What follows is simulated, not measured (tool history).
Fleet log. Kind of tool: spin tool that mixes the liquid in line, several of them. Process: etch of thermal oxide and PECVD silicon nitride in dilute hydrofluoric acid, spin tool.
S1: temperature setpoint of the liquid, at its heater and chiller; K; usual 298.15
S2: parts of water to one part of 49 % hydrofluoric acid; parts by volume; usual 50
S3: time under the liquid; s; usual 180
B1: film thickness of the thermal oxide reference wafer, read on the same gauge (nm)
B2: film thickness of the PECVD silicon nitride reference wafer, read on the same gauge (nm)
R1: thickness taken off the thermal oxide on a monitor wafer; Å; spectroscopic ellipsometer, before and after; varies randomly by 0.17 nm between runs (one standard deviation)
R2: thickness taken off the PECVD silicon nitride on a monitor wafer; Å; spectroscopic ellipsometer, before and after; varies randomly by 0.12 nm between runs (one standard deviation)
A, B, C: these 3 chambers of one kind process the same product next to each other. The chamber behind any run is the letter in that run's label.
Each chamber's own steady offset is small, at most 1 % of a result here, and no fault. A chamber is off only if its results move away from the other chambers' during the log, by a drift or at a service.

Run 1A, hour 3.1: usual settings; B1 99.993; B2 69.985. Result: R1 182.54 Å, R2 158.02 Å.
Run 2C, hour 7.5: usual settings; B1 100.02; B2 69.997. Result: R1 181.58 Å, R2 158.52 Å.
Run 3B, hour 11.9: usual settings; B1 100; B2 69.964. Result: R1 180.33 Å, R2 157.68 Å.
Run 4B, hour 15.7: usual settings; B1 100.01; B2 70.023. Result: R1 177.11 Å, R2 157.33 Å.
Run 5C, hour 21: usual settings but S1 301.65 K; B1 99.993; B2 69.993. Result: R1 208.46 Å, R2 198.96 Å.
Run 6A, hour 28.1: usual settings but S1 301.65 K; B1 99.954; B2 70.025. Result: R1 205.12 Å, R2 197.3 Å.
Run 7B, hour 32.2: usual settings but S1 301.65 K; B1 100.02; B2 70.002. Result: R1 205.12 Å, R2 199 Å.
Run 8C, hour 37.1: usual settings; B1 99.981; B2 70.017. Result: R1 178.81 Å, R2 159.2 Å.
Run 9A, hour 43.6: usual settings; B1 100.02; B2 70.016. Result: R1 181.41 Å, R2 157.49 Å.
Run 10A, hour 46.9: usual settings; B1 99.996; B2 69.986. Result: R1 181.46 Å, R2 155.82 Å.
Run 11B, hour 50: usual settings; B1 99.983; B2 69.978. Result: R1 178.58 Å, R2 157.86 Å.
Run 12C, hour 55.8: usual settings; B1 99.989; B2 70.034. Result: R1 180.97 Å, R2 156.29 Å.
Run 13B, hour 60.2: usual settings; B1 99.979; B2 69.999. Result: R1 178.99 Å, R2 161.13 Å.
Run 14C, hour 63.8: usual settings; B1 100.01; B2 70.018. Result: R1 178.34 Å, R2 157.76 Å.
Run 15A, hour 67: usual settings; B1 100.02; B2 70.04. Result: R1 182.19 Å, R2 157.48 Å.
Run 16C, hour 70.1: usual settings; B1 100.01; B2 69.975. Result: R1 180.11 Å, R2 159.59 Å.
Run 17B, hour 75.6: usual settings; B1 100.03; B2 70.024. Result: R1 179.48 Å, R2 157.86 Å.
Run 18A, hour 79: usual settings; B1 99.975; B2 69.983. Result: R1 180.24 Å, R2 156.14 Å.
Run 19C, hour 85.2: usual settings; B1 99.998; B2 70.002. Result: R1 181.36 Å, R2 157.53 Å.
Run 20A, hour 92.1: usual settings; B1 99.979; B2 70.005. Result: R1 182.89 Å, R2 156.44 Å.
Run 21B, hour 98.6: usual settings; B1 100.02; B2 70.027. Result: R1 179.7 Å, R2 158.41 Å.
Run 22A, hour 104.3: usual settings; B1 99.978; B2 70.006. Result: R1 180.93 Å, R2 157.42 Å.
Run 23B, hour 111.3: usual settings; B1 100.02; B2 70. Result: R1 179.82 Å, R2 158.84 Å.
Run 24C, hour 117.5: usual settings; B1 99.978; B2 70.002. Result: R1 183.1 Å, R2 158.02 Å.
Run 25A, hour 121.4: usual settings; B1 100.02; B2 70.014. Result: R1 178.05 Å, R2 156.72 Å.
Run 26B, hour 125.6: usual settings; B1 100; B2 70.002. Result: R1 182.16 Å, R2 157.95 Å.
Run 27C, hour 130.1: usual settings; B1 99.975; B2 70.005. Result: R1 178.76 Å, R2 158.14 Å.

One chamber off, gauge drift, or nothing amiss beyond the chambers' own small offsets? If it is a chamber, which one, and what is the likeliest cause?

The fleet is healthy, with each chamber sitting at its usual small offset and no drift in the gauge.
